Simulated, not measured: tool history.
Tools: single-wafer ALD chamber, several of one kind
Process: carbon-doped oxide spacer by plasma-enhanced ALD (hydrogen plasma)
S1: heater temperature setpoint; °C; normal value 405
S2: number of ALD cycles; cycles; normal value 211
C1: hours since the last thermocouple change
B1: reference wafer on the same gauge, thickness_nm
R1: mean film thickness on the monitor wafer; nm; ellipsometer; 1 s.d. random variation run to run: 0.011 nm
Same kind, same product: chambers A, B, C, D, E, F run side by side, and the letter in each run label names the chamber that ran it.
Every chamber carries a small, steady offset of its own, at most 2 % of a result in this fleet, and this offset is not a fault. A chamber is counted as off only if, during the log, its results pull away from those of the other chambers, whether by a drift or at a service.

run 1F hour=8.5 | S1=405 S2=211 | C1=1947.4 | B1=11.803 | R1=10.371
run 2D hour=21.4 | S1=405 S2=211 | C1=1654.5 | B1=11.805 | R1=10.51
run 3E hour=31.2 | S1=405 S2=211 | C1=865.5 | B1=11.806 | R1=10.249
run 4C hour=40.5 | S1=405 S2=211 | C1=63.9 | B1=11.805 | R1=10.469
run 5B hour=47.3 | S1=405 S2=211 | C1=1577.8 | B1=11.805 | R1=10.382
run 6A hour=60.5 | S1=400 S2=183 | C1=1373.5 | B1=11.809 | R1=9.1129
run 7D hour=68.8 | S1=400 S2=183 | C1=1701.9 | B1=11.811 | R1=9.2512
run 8B hour=75.1 | S1=400 S2=183 | C1=1605.6 | B1=11.808 | R1=9.1618
run 9E hour=84.3 | S1=400 S2=183 | C1=918.6 | B1=11.809 | R1=9.0117
run 10C hour=92.8 | S1=400 S2=183 | C1=116.2 | B1=11.81 | R1=9.225
run 11F hour=106.7 | S1=400 S2=183 | C1=2045.6 | B1=11.814 | R1=9.1356
run 12A hour=115.1 | S1=405 S2=211 | C1=1428.1 | B1=11.812 | R1=10.347
run 13E hour=127.6 | S1=405 S2=211 | C1=961.9 | B1=11.816 | R1=10.234
run 14F hour=140 | S1=405 S2=211 | C1=2078.9 | B1=11.813 | R1=10.355
run 15A hour=149.9 | S1=405 S2=193 | C1=1462.9 | B1=11.816 | R1=9.4965
run 16D hour=157.4 | S1=405 S2=193 | C1=1790.5 | B1=11.818 | R1=9.5972
run 17B hour=164.6 | S1=405 S2=193 | C1=1695.1 | B1=11.818 | R1=9.5095
run 18C hour=177 | S1=405 S2=193 | C1=200.4 | B1=11.818 | R1=9.6037
run 19A hour=190.1 | S1=405 S2=193 | C1=1503.1 | B1=11.821 | R1=9.4712
run 20D hour=196.9 | S1=405 S2=193 | C1=1830 | B1=11.818 | R1=9.6069
run 21E hour=205.2 | S1=405 S2=211 | C1=1039.5 | B1=11.826 | R1=10.265
run 22C hour=215.8 | S1=405 S2=211 | C1=239.2 | B1=11.828 | R1=10.495
run 23B hour=224.8 | S1=405 S2=211 | C1=1755.3 | B1=11.826 | R1=10.405
run 24F hour=231.9 | S1=405 S2=211 | C1=2170.8 | B1=11.825 | R1=10.4
run 25B hour=243.9 | S1=405 S2=211 | C1=1774.4 | B1=11.825 | R1=10.385
run 26D hour=256 | S1=405 S2=211 | C1=1889.1 | B1=11.829 | R1=10.515
run 27E hour=267.6 | S1=411 S2=196 | C1=1101.9 | B1=11.825 | R1=9.3702
run 28F hour=276 | S1=411 S2=196 | C1=2214.9 | B1=11.83 | R1=9.4634
run 29C hour=282.7 | S1=411 S2=196 | C1=306.1 | B1=11.832 | R1=9.5669
run 30A hour=292.6 | S1=411 S2=196 | C1=1605.6 | B1=11.835 | R1=9.4612
run 31D hour=301.9 | S1=411 S2=196 | C1=1935 | B1=11.833 | R1=9.5943
run 32A hour=310.2 | S1=411 S2=196 | C1=1623.2 | B1=11.834 | R1=9.4696
run 33C hour=317.5 | S1=405 S2=211 | C1=340.9 | B1=11.835 | R1=10.497
run 34B hour=324.9 | S1=405 S2=211 | C1=1855.4 | B1=11.836 | R1=10.422
run 35F hour=332 | S1=405 S2=211 | C1=2270.9 | B1=11.837 | R1=10.39
run 36E hour=340.1 | S1=405 S2=211 | C1=1174.4 | B1=11.837 | R1=10.275
run 37F hour=354.1 | S1=405 S2=211 | C1=2293 | B1=11.841 | R1=10.373
run 38A hour=366.6 | S1=405 S2=211 | C1=1679.6 | B1=11.841 | R1=10.404
run 39D hour=380.1 | S1=405 S2=211 | C1=2013.2 | B1=11.842 | R1=10.53
run 40B hour=391.3 | S1=405 S2=211 | C1=1921.8 | B1=11.843 | R1=10.425
run 41E hour=405.2 | S1=405 S2=211 | C1=1239.5 | B1=11.845 | R1=10.281
run 42C hour=419 | S1=405 S2=211 | C1=442.4 | B1=11.844 | R1=10.511
-- hour=427.3 chamber D: thermocouple changed; heater temperature recalibrated
run 43A hour=433 | S1=405 S2=211 | C1=1746 | B1=11.847 | R1=10.382
run 44D hour=444.3 | S1=405 S2=211 | C1=17.1 | B1=11.85 | R1=10.562

Each of the 6 chambers runs these same settings next. Fill in every chamber's results:
run 45A hour=454.4 | S1=405 S2=248 | R1=?
run 45B hour=454.4 | S1=405 S2=248 | R1=?
run 45C hour=454.4 | S1=405 S2=248 | R1=?
run 45D hour=454.4 | S1=405 S2=248 | R1=?
run 45E hour=454.4 | S1=405 S2=248 | R1=?
run 45F hour=454.4 | S1=405 S2=248 | R1=?

run=45A R1=12.206
run=45B R1=12.244
run=45C R1=12.352
run=45D R1=12.388
run=45E R1=12.066
run=45F R1=12.234
